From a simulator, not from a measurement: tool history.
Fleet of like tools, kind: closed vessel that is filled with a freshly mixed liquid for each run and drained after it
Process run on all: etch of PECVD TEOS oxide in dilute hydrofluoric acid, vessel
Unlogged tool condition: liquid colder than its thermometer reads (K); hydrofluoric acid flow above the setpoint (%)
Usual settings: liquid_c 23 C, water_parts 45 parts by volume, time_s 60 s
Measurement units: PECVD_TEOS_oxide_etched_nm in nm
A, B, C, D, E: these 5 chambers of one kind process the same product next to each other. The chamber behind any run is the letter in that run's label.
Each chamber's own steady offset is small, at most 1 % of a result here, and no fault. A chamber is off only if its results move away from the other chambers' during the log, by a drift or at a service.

run,hour,liquid_c,water_parts,time_s,hours since the thermometer was replaced,hours since the hydrofluoric acid flow meter was replaced,"read-back film thickness of the PECVD TEOS oxide reference wafer, read on the same gauge (nm)",PECVD_TEOS_oxide_etched_nm
1D,5.6,23,45,60,1992.7,449.4,99.956,38.704
2E,11.3,23,45,60,1267.8,402.8,99.98,39.141
3A,14.7,23,45,60,2384,813.8,100.02,38.852
4B,20,23,45,60,1370.9,320.5,100.02,39.042
5C,24.5,23,45,60,327.5,1170.6,100.02,39.206
6A,30.8,23,45,60,2400.1,829.9,100.03,39.539
7B,37.5,23,45,60,1388.4,338,100,38.621
8E,41.4,23,45,60,1297.9,432.9,99.975,38.814
9D,45.8,23,45,60,2032.9,489.6,100.01,38.662
10C,49.8,23,45,60,352.8,1195.9,99.979,38.475
11A,54,23,45,60,2423.3,853.1,100,39.472
12C,59,23,45,60,362,1205.1,99.968,39.592
13B,65.9,23,45,60,1416.8,366.4,100.01,38.293
14E,70,23,45,60,1326.5,461.5,99.964,38.891
15D,77.2,23,45,60,2064.3,521,99.986,39.828
16B,83.2,24.5,45,60,1434.1,383.7,99.975,40.718
17D,87.4,24.5,45,60,2074.5,531.2,99.98,43.184
# hour 91: chamber D: thermometer replaced
18C,93,24.5,45,60,396,1239.1,99.989,41.585
19E,99.1,24.5,45,60,1355.6,490.6,99.942,41.878
20A,103.5,24.5,45,60,2472.8,902.6,100.01,40.992
21E,110,23,45,60,1366.5,501.5,99.991,39.309
22D,117.3,26,25,60,26.4,561.1,100.02,88.535
23A,122.9,26,25,60,2492.2,922,100.01,82.883
24C,126.6,26,25,60,429.6,1272.7,99.991,83.544
# hour 129.3: chamber A: hydrofluoric acid flow meter replaced
25B,134,26,25,60,1484.9,434.5,99.952,79.13
26E,141.3,26,25,60,1397.8,532.8,100.03,81.702
27D,145.5,23,45,60,54.6,589.3,100.03,42.576
28B,150.5,23,45,60,1501.4,451,100.02,38.799
29C,155.8,23,45,60,458.8,1301.9,99.943,39.296
30A,162.3,23,50,60,2531.6,33.1,99.994,35.084

All chambers now run identical settings, listed one chamber a line with results as question marks. What results will each chamber show?
31A,167.6,23,45,60,,,,?
31B,167.6,23,45,60,,,,?
31C,167.6,23,45,60,,,,?
31D,167.6,23,45,60,,,,?
31E,167.6,23,45,60,,,,?

run,PECVD_TEOS_oxide_etched_nm
31A,39.492
31B,38.87
31C,38.42
31D,42.663
31E,38.623
